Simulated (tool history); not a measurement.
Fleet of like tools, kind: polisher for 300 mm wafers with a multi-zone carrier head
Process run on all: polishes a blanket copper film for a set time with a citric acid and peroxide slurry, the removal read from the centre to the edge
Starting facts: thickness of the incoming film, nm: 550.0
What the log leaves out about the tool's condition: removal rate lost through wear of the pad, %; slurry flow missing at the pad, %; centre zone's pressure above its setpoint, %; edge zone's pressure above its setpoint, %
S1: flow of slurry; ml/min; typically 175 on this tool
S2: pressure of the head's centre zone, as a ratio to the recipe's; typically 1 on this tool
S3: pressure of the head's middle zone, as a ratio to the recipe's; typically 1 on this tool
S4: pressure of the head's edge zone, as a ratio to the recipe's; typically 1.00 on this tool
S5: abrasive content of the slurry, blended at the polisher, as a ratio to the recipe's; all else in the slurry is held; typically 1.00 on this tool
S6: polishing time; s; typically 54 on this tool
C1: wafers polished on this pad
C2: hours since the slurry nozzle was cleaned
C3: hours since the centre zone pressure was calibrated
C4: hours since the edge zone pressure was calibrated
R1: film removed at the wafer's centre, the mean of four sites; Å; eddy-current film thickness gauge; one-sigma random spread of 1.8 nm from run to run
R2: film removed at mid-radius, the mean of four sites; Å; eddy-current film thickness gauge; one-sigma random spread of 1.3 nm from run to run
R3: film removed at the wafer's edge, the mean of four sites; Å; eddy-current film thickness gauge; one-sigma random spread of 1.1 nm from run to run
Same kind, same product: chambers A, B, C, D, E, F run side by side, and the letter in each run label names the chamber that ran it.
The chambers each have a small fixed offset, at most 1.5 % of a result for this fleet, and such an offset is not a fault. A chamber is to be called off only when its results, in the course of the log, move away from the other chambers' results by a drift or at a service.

| run | hour | S1 | S2 | S3 | S4 | S5 | S6 | C1 | C2 | C3 | C4 | R1 | R2 | R3 |
|---|---|---|---|---|---|---|---|---|---|---|---|---|---|---|
| 1C | 4.9 | 175 | 1 | 1 | 1.00 | 1.00 | 54 | 392 | 184.5 | 538.8 | 420.4 | 1384.60 | 1385.10 | 1378.90 |
|  | 5.3 | chamber A: worn pad replaced by a new one |
|  | 14.1 | chamber A: slurry nozzle cleaned |
| 2E | 14.4 | 175 | 1 | 1 | 1.00 | 1.00 | 54 | 498 | 337.8 | 1154.9 | 194.8 | 1417.00 | 1379.60 | 1387.60 |
| 3B | 21.2 | 175 | 1 | 1 | 1.00 | 1.00 | 54 | 384 | 21.8 | 177.4 | 835.8 | 1383.50 | 1402.00 | 1361.90 |
|  | 24.1 | chamber C: worn pad replaced by a new one |
| 4F | 28.5 | 175 | 1 | 1 | 1.00 | 1.00 | 54 | 267 | 36.7 | 745.3 | 221.7 | 1380.00 | 1396.20 | 1381.10 |
|  | 35.7 | chamber C: centre zone pressure recalibrated |
| 5A | 36.0 | 175 | 1 | 1 | 1.00 | 1.00 | 54 | 265 | 22.0 | 473.3 | 176.1 | 1407.50 | 1396.40 | 1387.60 |
|  | 38.5 | chamber C: edge zone pressure recalibrated |
|  | 39.0 | chamber D: worn pad replaced by a new one |
| 6D | 41.4 | 175 | 1 | 1 | 1.00 | 1.00 | 54 | 21 | 229.0 | 398.6 | 324.8 | 1386.90 | 1393.90 | 1389.60 |
| 7E | 50.5 | 175 | 1 | 1 | 1.00 | 1.00 | 54 | 809 | 373.9 | 1191.0 | 230.9 | 1414.00 | 1357.80 | 1394.20 |
| 8F | 59.7 | 175 | 1 | 1 | 1.00 | 1.00 | 54 | 536 | 67.9 | 776.5 | 252.9 | 1387.90 | 1372.90 | 1393.40 |
|  | 67.9 | chamber A: worn pad replaced by a new one |
| 9D | 70.7 | 175 | 1 | 1 | 1.00 | 1.00 | 54 | 273 | 258.3 | 427.9 | 354.1 | 1380.20 | 1403.70 | 1398.70 |
|  | 73.5 | chamber F: worn pad replaced by a new one |
| 10A | 80.6 | 175 | 1 | 1 | 1.00 | 1.00 | 54 | 109 | 66.6 | 517.9 | 220.7 | 1402.60 | 1406.40 | 1388.50 |
| 11C | 91.8 | 175 | 1 | 1 | 1.00 | 1.20 | 54 | 583 | 271.4 | 56.1 | 53.3 | 1459.90 | 1458.30 | 1426.50 |
|  | 96.6 | chamber D: slurry nozzle cleaned |
| 12B | 97.9 | 175 | 1 | 1 | 1.00 | 1.20 | 54 | 1044 | 98.5 | 254.1 | 912.5 | 1454.90 | 1440.50 | 1415.40 |
|  | 99.4 | chamber C: worn pad replaced by a new one |
|  | 104.0 | chamber C: slurry nozzle cleaned |
| 13B | 107.2 | 175 | 1 | 1 | 1.00 | 1.20 | 54 | 1125 | 107.8 | 263.4 | 921.8 | 1488.60 | 1451.10 | 1433.80 |
|  | 112.4 | chamber B: worn pad replaced by a new one |
| 14F | 115.7 | 175 | 1 | 1 | 1.00 | 1.20 | 54 | 364 | 123.9 | 832.5 | 308.9 | 1419.60 | 1421.20 | 1455.30 |
| 15D | 126.9 | 175 | 1 | 1 | 1.00 | 1.20 | 54 | 757 | 30.4 | 484.1 | 410.3 | 1379.80 | 1430.60 | 1443.70 |
|  | 127.7 | chamber E: edge zone pressure recalibrated |
|  | 133.8 | chamber A: worn pad replaced by a new one |
|  | 134.3 | chamber A: centre zone pressure recalibrated |
| 16C | 135.0 | 175 | 1 | 1 | 1.00 | 1.20 | 54 | 306 | 31.0 | 99.3 | 96.5 | 1473.20 | 1448.30 | 1443.70 |
| 17A | 142.9 | 175 | 1 | 1 | 1.00 | 1.00 | 54 | 78 | 128.9 | 8.7 | 283.0 | 1429.60 | 1396.70 | 1392.80 |
|  | 144.0 | chamber D: worn pad replaced by a new one |
| 18E | 152.4 | 175 | 1 | 1 | 1.00 | 1.00 | 54 | 1687 | 475.8 | 1292.9 | 24.8 | 1365.10 | 1334.50 | 1348.70 |
|  | 157.8 | chamber F: worn pad replaced by a new one |
| 19B | 162.3 | 175 | 1 | 1 | 1.00 | 1.00 | 54 | 430 | 162.9 | 318.5 | 976.9 | 1394.50 | 1392.80 | 1366.40 |
|  | 172.2 | chamber C: worn pad replaced by a new one |
| 20E | 173.6 | 175 | 1 | 1 | 1.00 | 1.00 | 36 | 1870 | 497.0 | 1314.1 | 46.0 | 898.65 | 875.20 | 885.17 |
|  | 182.1 | chamber A: edge zone pressure recalibrated |
| 21C | 182.8 | 175 | 1 | 1 | 1.00 | 1.00 | 36 | 92 | 78.8 | 147.1 | 144.3 | 921.51 | 918.90 | 922.63 |
| 22D | 194.1 | 175 | 1 | 1 | 1.00 | 1.00 | 36 | 432 | 97.6 | 551.3 | 477.5 | 927.23 | 938.43 | 932.37 |
| 23A | 205.0 | 175 | 1 | 1 | 1.00 | 1.00 | 36 | 613 | 191.0 | 70.8 | 22.9 | 943.38 | 943.08 | 936.56 |
|  | 206.9 | chamber A: worn pad replaced by a new one |
| 24F | 210.1 | 175 | 1 | 1 | 1.00 | 1.00 | 36 | 450 | 218.3 | 926.9 | 403.3 | 927.82 | 913.04 | 931.37 |
| 25C | 218.1 | 175 | 1 | 1 | 1.00 | 1.00 | 36 | 396 | 114.1 | 182.4 | 179.6 | 905.79 | 915.41 | 928.17 |
|  | 226.6 | chamber E: centre zone pressure recalibrated |
| 26E | 229.2 | 175 | 1 | 1 | 1.00 | 1.00 | 54 | 2348 | 552.6 | 2.7 | 101.6 | 1273.60 | 1287.50 | 1281.70 |
| 27D | 239.9 | 175 | 1 | 1 | 1.00 | 1.15 | 54 | 826 | 143.4 | 597.1 | 523.3 | 1425.00 | 1437.70 | 1417.10 |
|  | 243.6 | chamber F: worn pad replaced by a new one |
| 28A | 245.1 | 175 | 1 | 1 | 1.00 | 1.15 | 54 | 329 | 231.1 | 110.9 | 63.0 | 1434.50 | 1455.50 | 1429.10 |
|  | 254.2 | chamber C: worn pad replaced by a new one |
| 29F | 255.2 | 175 | 1 | 1 | 1.00 | 1.15 | 54 | 100 | 263.4 | 972.0 | 448.4 | 1392.90 | 1423.10 | 1433.90 |
|  | 257.4 | chamber D: worn pad replaced by a new one |
| 30B | 265.7 | 175 | 1 | 1 | 1.00 | 1.15 | 54 | 1320 | 266.3 | 421.9 | 1080.3 | 1448.90 | 1440.40 | 1398.90 |
|  | 272.4 | chamber A: worn pad replaced by a new one |
| 31A | 273.7 | 175 | 1 | 1 | 1.00 | 1.15 | 54 | 11 | 259.7 | 139.5 | 91.6 | 1453.00 | 1445.90 | 1433.00 |
|  | 280.6 | chamber B: worn pad replaced by a new one |
| 32D | 282.1 | 175 | 1 | 1 | 1.00 | 1.15 | 54 | 213 | 185.6 | 639.3 | 565.5 | 1397.60 | 1410.20 | 1433.10 |
| 33B | 287.8 | 175 | 1 | 1 | 1.04 | 1.00 | 54 | 62 | 288.4 | 444.0 | 1102.4 | 1363.50 | 1386.30 | 1417.80 |
| 34C | 297.4 | 175 | 1 | 1 | 1.04 | 1.00 | 54 | 372 | 193.4 | 261.7 | 258.9 | 1387.10 | 1380.70 | 1422.30 |
| 35E | 306.2 | 175 | 1 | 1 | 1.04 | 1.00 | 54 | 3012 | 629.6 | 79.7 | 178.6 | 1281.90 | 1223.40 | 1284.60 |
| 36F | 311.1 | 175 | 1 | 1 | 1.04 | 1.00 | 54 | 582 | 319.3 | 1027.9 | 504.3 | 1407.10 | 1360.70 | 1418.60 |
| 37C | 316.2 | 175 | 1 | 1 | 1.04 | 1.00 | 54 | 534 | 212.2 | 280.5 | 277.7 | 1396.90 | 1382.70 | 1412.70 |
| 38D | 322.5 | 175 | 1 | 1 | 1.04 | 1.00 | 54 | 561 | 226.0 | 679.7 | 605.9 | 1374.00 | 1397.10 | 1419.20 |
| 39F | 327.8 | 175 | 1 | 1 | 1.00 | 1.00 | 54 | 725 | 336.0 | 1044.6 | 521.0 | 1388.40 | 1398.60 | 1389.30 |

Next, all 6 chambers run the settings below, one line each with question marks for the results. What does each chamber give?
| 40A | 335.9 | 175 | 1 | 1 | 1.00 | 1.00 | 54 |  |  |  |  | ? | ? | ? |
| 40B | 335.9 | 175 | 1 | 1 | 1.00 | 1.00 | 54 |  |  |  |  | ? | ? | ? |
| 40C | 335.9 | 175 | 1 | 1 | 1.00 | 1.00 | 54 |  |  |  |  | ? | ? | ? |
| 40D | 335.9 | 175 | 1 | 1 | 1.00 | 1.00 | 54 |  |  |  |  | ? | ? | ? |
| 40E | 335.9 | 175 | 1 | 1 | 1.00 | 1.00 | 54 |  |  |  |  | ? | ? | ? |
| 40F | 335.9 | 175 | 1 | 1 | 1.00 | 1.00 | 54 |  |  |  |  | ? | ? | ? |

| run | R1 | R2 | R3 |
|---|---|---|---|
| 40A | 1390.60 | 1423.10 | 1393.10 |
| 40B | 1413.20 | 1388.60 | 1376.20 |
| 40C | 1426.80 | 1400.60 | 1382.30 |
| 40D | 1379.10 | 1389.10 | 1372.40 |
| 40E | 1219.90 | 1211.90 | 1238.50 |
| 40F | 1366.30 | 1375.10 | 1403.90 |

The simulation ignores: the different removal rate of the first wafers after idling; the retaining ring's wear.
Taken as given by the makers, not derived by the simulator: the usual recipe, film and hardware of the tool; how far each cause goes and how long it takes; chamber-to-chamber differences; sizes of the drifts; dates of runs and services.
